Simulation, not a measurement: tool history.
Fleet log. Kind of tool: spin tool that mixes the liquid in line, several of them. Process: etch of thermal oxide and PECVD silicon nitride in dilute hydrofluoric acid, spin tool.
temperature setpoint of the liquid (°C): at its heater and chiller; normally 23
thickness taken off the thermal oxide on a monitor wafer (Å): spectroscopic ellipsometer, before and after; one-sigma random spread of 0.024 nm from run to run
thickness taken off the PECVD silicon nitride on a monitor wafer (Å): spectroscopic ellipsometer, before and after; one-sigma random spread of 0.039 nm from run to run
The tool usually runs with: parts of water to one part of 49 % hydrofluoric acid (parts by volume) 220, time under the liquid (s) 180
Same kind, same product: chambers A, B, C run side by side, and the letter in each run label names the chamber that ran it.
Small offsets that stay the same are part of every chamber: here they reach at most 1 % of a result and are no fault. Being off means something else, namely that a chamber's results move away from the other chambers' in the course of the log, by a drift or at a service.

| run | hour | temperature setpoint of the liquid (°C) | parts of water to one part of 49 % hydrofluoric acid (parts by volume) | time under the liquid (s) | read-back film thickness of the thermal oxide reference wafer, read on the same gauge (nm) | read-back film thickness of the PECVD silicon nitride reference wafer, read on the same gauge (nm) | thickness taken off the thermal oxide on a monitor wafer (Å) | thickness taken off the PECVD silicon nitride on a monitor wafer (Å) |
|---|---|---|---|---|---|---|---|---|
| 1A | 8.2 | 23 | 220 | 180 | 50.047 | 59.993 | 32.999 | 20.395 |
| 2C | 14.0 | 23 | 220 | 180 | 50.011 | 60.016 | 32.701 | 20.063 |
| 3B | 19.0 | 23 | 220 | 180 | 49.999 | 59.952 | 32.478 | 21.252 |
| 4A | 25.5 | 23 | 220 | 180 | 49.999 | 59.978 | 33.098 | 20.579 |
| 5C | 29.9 | 23 | 220 | 180 | 50.025 | 59.997 | 33.007 | 21.157 |
| 6B | 34.0 | 23 | 220 | 180 | 50.009 | 59.982 | 32.345 | 21.222 |
| 7B | 39.5 | 23 | 220 | 180 | 49.997 | 60.026 | 32.974 | 20.897 |
| 8C | 43.7 | 23 | 220 | 180 | 50.016 | 60.039 | 32.591 | 20.901 |
| 9A | 47.9 | 23 | 220 | 180 | 49.957 | 60.006 | 32.653 | 20.868 |
| 10C | 54.9 | 23 | 220 | 180 | 49.964 | 59.962 | 32.908 | 20.731 |
| 11B | 61.2 | 23 | 220 | 180 | 50.025 | 60.042 | 32.529 | 20.622 |
| 12A | 67.3 | 23 | 220 | 180 | 49.993 | 60.015 | 32.072 | 20.437 |
| 13A | 74.2 | 23 | 220 | 180 | 49.981 | 60.032 | 31.863 | 20.057 |
| 14B | 81.4 | 23 | 220 | 180 | 50.026 | 60.029 | 32.691 | 21.405 |
| 15C | 89.5 | 23 | 220 | 180 | 49.986 | 60.058 | 32.900 | 20.672 |
| 16B | 94.1 | 23 | 290 | 180 | 50.069 | 60.008 | 23.096 | 15.782 |
| 17A | 100.4 | 23 | 290 | 180 | 49.980 | 60.000 | 21.626 | 15.360 |
| 18C | 107.6 | 23 | 290 | 180 | 49.984 | 59.996 | 23.228 | 15.965 |
| 19C | 113.5 | 23 | 250 | 180 | 50.014 | 59.996 | 27.937 | 18.769 |
| 20A | 120.4 | 23 | 250 | 180 | 50.023 | 59.980 | 25.825 | 17.876 |

Does one chamber stand apart from the rest, does the shared gauge drift, or is all well apart from small per-chamber offsets? Give the chamber and the most likely cause, where there is one.

It is chamber A that slowly wanders off from its peers.
Cause: hydrofluoric acid flow below the setpoint (%) = 7.65.

Here are 4 candidates for chamber A's next run, each the usual settings with a change, their results left as question marks. Which one brings its results back in line with what the others give on the usual settings?
In line here means within this much of the mean the other chambers give on the usual settings: thickness taken off the thermal oxide on a monitor wafer (Å) 0.830; thickness taken off the PECVD silicon nitride on a monitor wafer (Å) 1.400
| 21A-1 | 126.6 | 23 | 205 | 195 |  |  | ? | ? |
| 21A-2 | 126.6 | 23 | 210 | 185 |  |  | ? | ? |
| 21A-3 | 126.6 | 23 | 230 | 175 |  |  | ? | ? |
| 21A-4 | 126.6 | 23 | 235 | 165 |  |  | ? | ? |

Mean of the other chambers on the usual settings: thickness taken off the thermal oxide on a monitor wafer (Å) 32.730; thickness taken off the PECVD silicon nitride on a monitor wafer (Å) 20.885
| run | thickness taken off the thermal oxide on a monitor wafer (Å) | thickness taken off the PECVD silicon nitride on a monitor wafer (Å) |
|---|---|---|
| 21A-1 | 35.362 | 22.501 |
| 21A-2 | 32.566 | 20.845 |
| 21A-3 | 27.511 | 18.024 |
| 21A-4 | 25.250 | 16.638 |
21A-2 puts the chamber back in line with the other chambers.

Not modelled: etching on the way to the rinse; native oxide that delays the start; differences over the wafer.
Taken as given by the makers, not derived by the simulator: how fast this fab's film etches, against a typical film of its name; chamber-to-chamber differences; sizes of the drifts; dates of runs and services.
